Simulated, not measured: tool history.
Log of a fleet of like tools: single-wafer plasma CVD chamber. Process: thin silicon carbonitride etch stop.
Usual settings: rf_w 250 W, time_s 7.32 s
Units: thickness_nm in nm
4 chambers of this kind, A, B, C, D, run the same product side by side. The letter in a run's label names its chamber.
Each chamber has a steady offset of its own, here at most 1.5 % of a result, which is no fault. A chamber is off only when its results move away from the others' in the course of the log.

| run | day | rf_w | time_s | read-back reference wafer on the same gauge, thickness_nm | thickness_nm |
|---|---|---|---|---|---|
| 1C | 0.325 | 250 | 7.32 | 4.8287 | 4.4324 |
| 2A | 0.533 | 250 | 7.32 | 4.8278 | 4.4810 |
| 3B | 0.754 | 250 | 7.32 | 4.8277 | 4.4999 |
| 4D | 0.958 | 250 | 7.32 | 4.8276 | 4.4689 |
| 5C | 1.238 | 250 | 7.32 | 4.8248 | 4.4191 |
| 6A | 1.608 | 250 | 7.32 | 4.8256 | 4.4744 |
| 7D | 1.950 | 200 | 7.32 | 4.8231 | 4.1869 |
| 8B | 2.329 | 200 | 7.32 | 4.8218 | 4.2083 |
| 9B | 2.667 | 200 | 7.32 | 4.8207 | 4.2114 |
| 10A | 2.842 | 200 | 7.32 | 4.8198 | 4.1810 |
| 11C | 3.062 | 250 | 7.32 | 4.8193 | 4.4217 |
| 12D | 3.288 | 215 | 8.43 | 4.8179 | 4.9147 |
| 13B | 3.492 | 215 | 8.43 | 4.8174 | 4.9537 |
| 14A | 3.762 | 215 | 8.43 | 4.8174 | 4.9110 |
| 15D | 3.950 | 215 | 8.43 | 4.8145 | 4.9115 |
| 16C | 4.312 | 250 | 7.32 | 4.8149 | 4.4048 |
| 17D | 4.517 | 250 | 7.32 | 4.8138 | 4.4651 |
| 18C | 4.742 | 250 | 7.32 | 4.8134 | 4.4078 |
| 19B | 4.921 | 250 | 7.32 | 4.8138 | 4.4984 |
| 20A | 5.112 | 205 | 8.20 | 4.8117 | 4.7121 |
| 21C | 5.479 | 205 | 8.20 | 4.8108 | 4.6590 |
| 22B | 5.662 | 205 | 8.20 | 4.8108 | 4.7399 |
| 23A | 5.967 | 205 | 8.20 | 4.8086 | 4.7094 |
| 24D | 6.171 | 285 | 7.32 | 4.8087 | 4.6480 |
| 25B | 6.567 | 285 | 7.32 | 4.8058 | 4.6678 |

Next, every chamber runs the same settings. What will each give?
| 26A | 6.858 | 250 | 5.89 |  | ? |
| 26B | 6.858 | 250 | 5.89 |  | ? |
| 26C | 6.858 | 250 | 5.89 |  | ? |
| 26D | 6.858 | 250 | 5.89 |  | ? |

| run | thickness_nm |
|---|---|
| 26A | 3.5830 |
| 26B | 3.6037 |
| 26C | 3.5461 |
| 26D | 3.5865 |

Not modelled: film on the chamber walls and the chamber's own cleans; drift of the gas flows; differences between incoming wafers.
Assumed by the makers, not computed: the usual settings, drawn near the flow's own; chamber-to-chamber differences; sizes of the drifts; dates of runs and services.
